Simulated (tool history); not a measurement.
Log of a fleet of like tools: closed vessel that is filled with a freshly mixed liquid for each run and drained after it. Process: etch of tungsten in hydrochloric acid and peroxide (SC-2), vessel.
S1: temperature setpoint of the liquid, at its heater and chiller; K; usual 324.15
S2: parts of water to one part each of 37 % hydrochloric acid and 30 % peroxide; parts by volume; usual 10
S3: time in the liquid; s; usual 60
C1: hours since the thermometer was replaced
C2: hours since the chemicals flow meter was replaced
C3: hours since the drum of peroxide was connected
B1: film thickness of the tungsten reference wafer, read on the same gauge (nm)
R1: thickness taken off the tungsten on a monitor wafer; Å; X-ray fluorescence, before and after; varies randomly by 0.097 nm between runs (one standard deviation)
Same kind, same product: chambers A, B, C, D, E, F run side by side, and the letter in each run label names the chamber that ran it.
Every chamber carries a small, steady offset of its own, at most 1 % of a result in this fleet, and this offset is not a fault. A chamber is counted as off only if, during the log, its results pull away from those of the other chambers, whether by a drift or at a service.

run,hour,S1,S2,S3,C1,C2,C3,B1,R1
1A,6.1,324.15,10,60,902.9,279,1011,50.019,101.76
2B,13,324.15,10,60,906.4,399.9,385.8,50,101.14
3F,19.6,324.15,10,60,211.7,703.4,168.6,50.014,100.48
4C,26,324.15,10,60,1634.8,898.5,144.8,50.01,100.38
5E,39,315.15,10,60,1741.4,173.1,294.8,50.002,54.516
6D,46.5,315.15,10,60,66.1,1130.2,189.8,50.003,54.873
7B,54.4,315.15,10,60,947.8,441.3,427.2,50.008,53.399
8A,62.8,315.15,10,60,959.6,335.7,1067.7,49.982,54.481
9E,73,315.15,10,60,1775.4,207.1,328.8,50.012,54.164
# hour 82.5: chamber A: new drum of peroxide connected
10D,84.4,315.15,10,60,104,1168.1,227.7,49.996,55.305
11C,91.9,324.15,10,60,1700.7,964.4,210.7,50.031,100
12F,97.9,324.15,10,60,290,781.7,246.9,50.005,101.73
13D,104.2,324.15,10,60,123.8,1187.9,247.5,49.997,100.51
14E,117.1,317.15,10,60,1819.5,251.2,372.9,49.994,61.581
15C,125.7,317.15,10,60,1734.5,998.2,244.5,49.993,63.559
16F,136.2,317.15,10,60,328.3,820,285.2,50.007,63.307
17B,142.3,317.15,10,60,1035.7,529.2,515.1,50.015,62.632
18A,155.1,317.15,10,60,1051.9,428,72.7,49.989,65.08
# hour 164: chamber E: thermometer replaced
19B,164.8,317.15,10,60,1058.2,551.7,537.6,50.005,62.893
20F,172.9,324.15,10,60,365,856.7,321.9,50.031,99.425
21E,180,321.15,13.5,60,16.1,314.1,435.8,49.98,63.274
22C,191,321.15,13.5,60,1799.8,1063.5,309.8,50.014,64.434
23A,202.4,321.15,13.5,60,1099.2,475.3,120,49.994,67.031
# hour 207.1: chamber C: thermometer replaced
24D,214.4,321.15,13.5,60,234,1298.1,357.7,49.981,63.022
25A,226,321.15,13.5,60,1122.8,498.9,143.6,49.992,67.753
# hour 230.4: chamber D: chemicals flow meter replaced
26C,238.7,321.15,13.5,60,31.6,1111.2,357.5,49.986,62.983
27B,251,324.15,8,60,1144.4,637.9,623.8,49.997,123.69
# hour 251.1: chamber E: new drum of peroxide connected
28D,263.2,324.15,8,60,282.8,32.9,406.5,49.987,119.69
29E,271.9,324.15,8,60,108,406,20.8,50.004,121.22
# hour 273.4: chamber C: new drum of peroxide connected
30F,283.8,324.15,8,60,475.9,967.6,432.8,49.975,122.9
31F,294.4,324.15,8,60,486.5,978.2,443.4,50.028,123.92
32E,301.7,324.15,8,60,137.8,435.8,50.6,50.007,122.51
33D,309.4,324.15,10,60,329,79.1,452.7,49.999,99.193
34B,320.9,324.15,10,60,1214.3,707.8,693.7,49.991,101.59
# hour 325: chamber B: thermometer replaced
35A,329.8,324.15,10,60,1226.6,602.7,247.4,50.009,109.38
36C,340.7,324.15,10,60,133.6,1213.2,67.3,50.002,99.446
37E,351.2,324.15,10,60,187.3,485.3,100.1,50.007,101.25
38F,362.3,324.15,10,60,554.4,1046.1,511.3,50.003,100.56
39B,373,324.15,10,45,48.1,759.9,745.8,50.029,75.173
40C,382.2,324.15,10,45,175.1,1254.7,108.8,50.028,74.467
# hour 383.1: chamber D: new drum of peroxide connected
41A,393.4,324.15,10,45,1290.2,666.3,311,50.018,85.882
42D,403.3,324.15,10,45,422.9,173,20.2,49.999,75.781
43A,409.8,324.15,10,45,1306.6,682.7,327.4,50.003,84.595
44E,419.3,324.15,10,45,255.4,553.4,168.2,49.979,76.143

Each of the 6 chambers runs these same settings next. Fill in every chamber's results:
45A,428.7,324.15,10,60,,,,,?
45B,428.7,324.15,10,60,,,,,?
45C,428.7,324.15,10,60,,,,,?
45D,428.7,324.15,10,60,,,,,?
45E,428.7,324.15,10,60,,,,,?
45F,428.7,324.15,10,60,,,,,?

run,R1
45A,115.07
45B,99.55
45C,98.766
45D,100.08
45E,101.06
45F,98.616
